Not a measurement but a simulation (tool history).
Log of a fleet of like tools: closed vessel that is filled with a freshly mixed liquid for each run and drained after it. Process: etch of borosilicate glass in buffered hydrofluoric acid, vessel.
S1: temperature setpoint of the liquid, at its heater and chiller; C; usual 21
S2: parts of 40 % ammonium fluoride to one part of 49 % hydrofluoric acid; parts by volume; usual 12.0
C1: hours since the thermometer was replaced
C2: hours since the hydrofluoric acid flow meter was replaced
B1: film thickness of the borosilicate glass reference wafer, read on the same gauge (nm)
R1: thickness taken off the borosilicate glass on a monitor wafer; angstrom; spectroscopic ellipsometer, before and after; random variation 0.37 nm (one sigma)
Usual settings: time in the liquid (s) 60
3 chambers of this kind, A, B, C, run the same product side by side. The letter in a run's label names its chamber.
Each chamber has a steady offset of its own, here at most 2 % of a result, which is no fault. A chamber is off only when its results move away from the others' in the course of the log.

run 1B day=0.262 | S1=21 S2=12.0 time_in_the_liquid_(s)=60 | C1=915.1 C2=797.0 | B1=130.04 | R1=598.71
run 2C day=0.521 | S1=21 S2=12.0 time_in_the_liquid_(s)=60 | C1=413.5 C2=197.6 | B1=130.02 | R1=591.44
run 3A day=0.729 | S1=21 S2=12.0 time_in_the_liquid_(s)=60 | C1=1785.4 C2=1261.1 | B1=130.04 | R1=607.37
run 4B day=0.917 | S1=21 S2=12.0 time_in_the_liquid_(s)=60 | C1=930.8 C2=812.7 | B1=129.95 | R1=598.73
run 5C day=1.275 | S1=21 S2=12.0 time_in_the_liquid_(s)=60 | C1=431.6 C2=215.7 | B1=130.00 | R1=599.36
run 6A day=1.454 | S1=21 S2=12.0 time_in_the_liquid_(s)=60 | C1=1802.8 C2=1278.5 | B1=129.98 | R1=599.77
-- day=1.704 chamber B: hydrofluoric acid flow meter replaced
run 7A day=1.733 | S1=21 S2=12.0 time_in_the_liquid_(s)=60 | C1=1809.5 C2=1285.2 | B1=129.96 | R1=606.17
run 8C day=1.938 | S1=21 S2=12.0 time_in_the_liquid_(s)=60 | C1=447.5 C2=231.6 | B1=129.99 | R1=585.68
run 9B day=2.271 | S1=21 S2=12.0 time_in_the_liquid_(s)=60 | C1=963.3 C2=13.7 | B1=129.99 | R1=596.41
run 10C day=2.471 | S1=21 S2=12.0 time_in_the_liquid_(s)=60 | C1=460.3 C2=244.4 | B1=130.01 | R1=590.94
run 11B day=2.638 | S1=21 S2=12.0 time_in_the_liquid_(s)=60 | C1=972.1 C2=22.5 | B1=129.99 | R1=600.09
run 12A day=3.004 | S1=21 S2=12.0 time_in_the_liquid_(s)=45 | C1=1840.0 C2=1315.7 | B1=130.00 | R1=457.81
run 13A day=3.292 | S1=21 S2=12.0 time_in_the_liquid_(s)=45 | C1=1846.9 C2=1322.6 | B1=129.99 | R1=454.64
run 14C day=3.612 | S1=21 S2=12.0 time_in_the_liquid_(s)=45 | C1=487.7 C2=271.8 | B1=130.03 | R1=442.14
run 15B day=3.925 | S1=21 S2=12.0 time_in_the_liquid_(s)=60 | C1=1003.0 C2=53.4 | B1=130.01 | R1=601.14
run 16A day=4.171 | S1=21 S2=12.0 time_in_the_liquid_(s)=40 | C1=1868.0 C2=1343.7 | B1=130.04 | R1=403.41
run 17C day=4.388 | S1=21 S2=12.0 time_in_the_liquid_(s)=40 | C1=506.3 C2=290.4 | B1=130.00 | R1=395.30
run 18B day=4.600 | S1=21 S2=12.0 time_in_the_liquid_(s)=40 | C1=1019.2 C2=69.6 | B1=130.00 | R1=400.14
run 19B day=4.933 | S1=21 S2=12.0 time_in_the_liquid_(s)=60 | C1=1027.2 C2=77.6 | B1=129.97 | R1=594.45
run 20C day=5.175 | S1=21 S2=7.5 time_in_the_liquid_(s)=80 | C1=525.2 C2=309.3 | B1=129.99 | R1=1233.40
run 21A day=5.417 | S1=21 S2=7.5 time_in_the_liquid_(s)=80 | C1=1897.9 C2=1373.6 | B1=129.99 | R1=1261.10

All 3 chambers run these settings next. Forecast each chamber's results:
run 22A day=5.692 | S1=21 S2=12.0 time_in_the_liquid_(s)=60 | R1=?
run 22B day=5.692 | S1=21 S2=12.0 time_in_the_liquid_(s)=60 | R1=?
run 22C day=5.692 | S1=21 S2=12.0 time_in_the_liquid_(s)=60 | R1=?

run=22A R1=603.29
run=22B R1=596.82
run=22C R1=588.31
